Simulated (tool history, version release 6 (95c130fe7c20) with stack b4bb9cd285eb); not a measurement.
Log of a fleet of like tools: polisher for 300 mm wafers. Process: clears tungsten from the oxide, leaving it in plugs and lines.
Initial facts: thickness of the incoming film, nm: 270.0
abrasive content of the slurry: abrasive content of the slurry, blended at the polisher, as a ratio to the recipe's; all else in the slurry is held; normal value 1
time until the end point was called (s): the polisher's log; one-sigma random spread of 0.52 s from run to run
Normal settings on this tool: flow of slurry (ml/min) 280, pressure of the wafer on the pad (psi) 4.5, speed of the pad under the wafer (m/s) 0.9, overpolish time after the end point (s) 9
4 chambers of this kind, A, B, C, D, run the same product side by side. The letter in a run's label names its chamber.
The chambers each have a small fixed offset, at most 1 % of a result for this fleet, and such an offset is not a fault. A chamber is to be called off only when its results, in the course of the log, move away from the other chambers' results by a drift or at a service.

run	day	flow of slurry (ml/min)	pressure of the wafer on the pad (psi)	speed of the pad under the wafer (m/s)	abrasive content of the slurry	overpolish time after the end point (s)	wafers polished on this pad	hours since the slurry nozzle was cleaned	hours since the head pressure was calibrated	hours since the slurry blender was calibrated	hours since the slurry got fresh peroxide	time until the end point was called (s)
# day 0.092: chamber A: worn pad replaced by a new one
1C	0.412	280	4.5	0.9	1	9	1396	61.7	869.7	41	59.8	62.173
# day 0.421: chamber C: worn pad replaced by a new one
# day 0.483: chamber D: worn pad replaced by a new one
# day 0.571: chamber A: slurry nozzle cleaned
# day 0.575: chamber B: slurry tank refilled with fresh slurry and peroxide
# day 0.612: chamber A: slurry blender recalibrated
2D	0.892	280	4.5	0.9	1	9	78	381.7	583	214.5	45.1	61.77
3A	1.333	280	4.5	0.9	1	9	237	18.3	191.8	17.3	94.4	61.775
# day 1.467: chamber B: slurry nozzle cleaned
# day 1.512: chamber B: worn pad replaced by a new one
4B	1.575	280	4.5	0.9	1	9	12	2.7	158.6	285.7	24.1	61.528
5C	1.971	280	4.5	0.9	1	9	295	99.1	907.1	78.4	97.2	61.682
# day 2.338: chamber D: slurry tank refilled with fresh slurry and peroxide
# day 2.45: chamber A: slurry tank refilled with fresh slurry and peroxide
6B	2.471	280	4.5	0.9	1	9	183	24.2	180.1	307.2	45.6	61.511
7A	2.933	280	4.5	0.9	1	9	542	56.7	230.2	55.7	11.7	61.814
# day 3.029: chamber A: worn pad replaced by a new one
8D	3.288	280	4.5	0.9	1	9	535	439.2	640.5	272	22.8	63.459
9A	3.758	240	4.5	0.9	1	11	139	76.5	250	75.5	31.5	62.86
# day 3.883: chamber C: slurry tank refilled with fresh slurry and peroxide
10C	4.192	240	4.5	0.9	1	11	719	152.4	960.4	131.7	7.5	63.253
11B	4.608	240	4.5	0.9	1	11	590	75.5	231.4	358.5	96.9	62.417
12D	4.888	240	4.5	0.9	1	11	840	477.6	678.9	310.4	61.2	66.067
13B	5.15	280	4.5	1.18	0.7	9	693	88.5	244.4	371.5	109.9	51.624
# day 5.488: chamber D: worn pad replaced by a new one
# day 5.508: chamber B: slurry tank refilled with fresh slurry and peroxide
# day 5.579: chamber B: slurry blender recalibrated
14D	5.583	280	4.5	1.18	0.7	9	18	494.3	695.6	327.1	77.9	53.133
# day 5.717: chamber D: slurry tank refilled with fresh slurry and peroxide
# day 5.788: chamber A: slurry blender recalibrated
# day 5.875: chamber A: worn pad replaced by a new one
15C	5.942	280	4.5	1.18	0.7	9	1052	194.4	1002.4	173.7	49.5	52.756
# day 6.158: chamber B: worn pad replaced by a new one
16A	6.262	280	4.5	1.18	0.7	9	74	136.6	310.1	11.4	91.6	51.366
17D	6.546	280	4.5	0.9	1	9	202	517.4	718.7	350.2	19.9	64.773
# day 6.729: chamber C: worn pad replaced by a new one
18B	6.858	280	4.5	0.9	1	9	133	129.5	285.4	30.7	32.4	60.965
19A	7.112	280	4.5	0.9	1	9	236	157	330.5	31.8	112	61.172
20C	7.375	280	4.5	0.9	1	9	123	228.8	1036.8	208.1	83.9	62.217
# day 7.379: chamber D: slurry blender recalibrated
# day 7.75: chamber A: slurry tank refilled with fresh slurry and peroxide
21B	7.858	280	4.5	0.9	1	9	324	153.5	309.4	54.7	56.4	61.431
22C	8.233	280	4.5	0.9	1	9	286	249.4	1057.4	228.7	104.5	62.17
23A	8.467	280	3.5	1.18	1	9	494	189.5	363	64.3	17.3	60.829
24D	8.858	280	3.5	1.18	1	9	643	572.9	774.2	35.6	75.4	65.432

Next, all 4 chambers run the settings below, one line each with question marks for the results. What does each chamber give?
25A	9.229	280	4.5	0.9	1	9						?
25B	9.229	280	4.5	0.9	1	9						?
25C	9.229	280	4.5	0.9	1	9						?
25D	9.229	280	4.5	0.9	1	9						?

run	time until the end point was called (s)
25A	61.084
25B	61.978
25C	61.611
25D	67.535

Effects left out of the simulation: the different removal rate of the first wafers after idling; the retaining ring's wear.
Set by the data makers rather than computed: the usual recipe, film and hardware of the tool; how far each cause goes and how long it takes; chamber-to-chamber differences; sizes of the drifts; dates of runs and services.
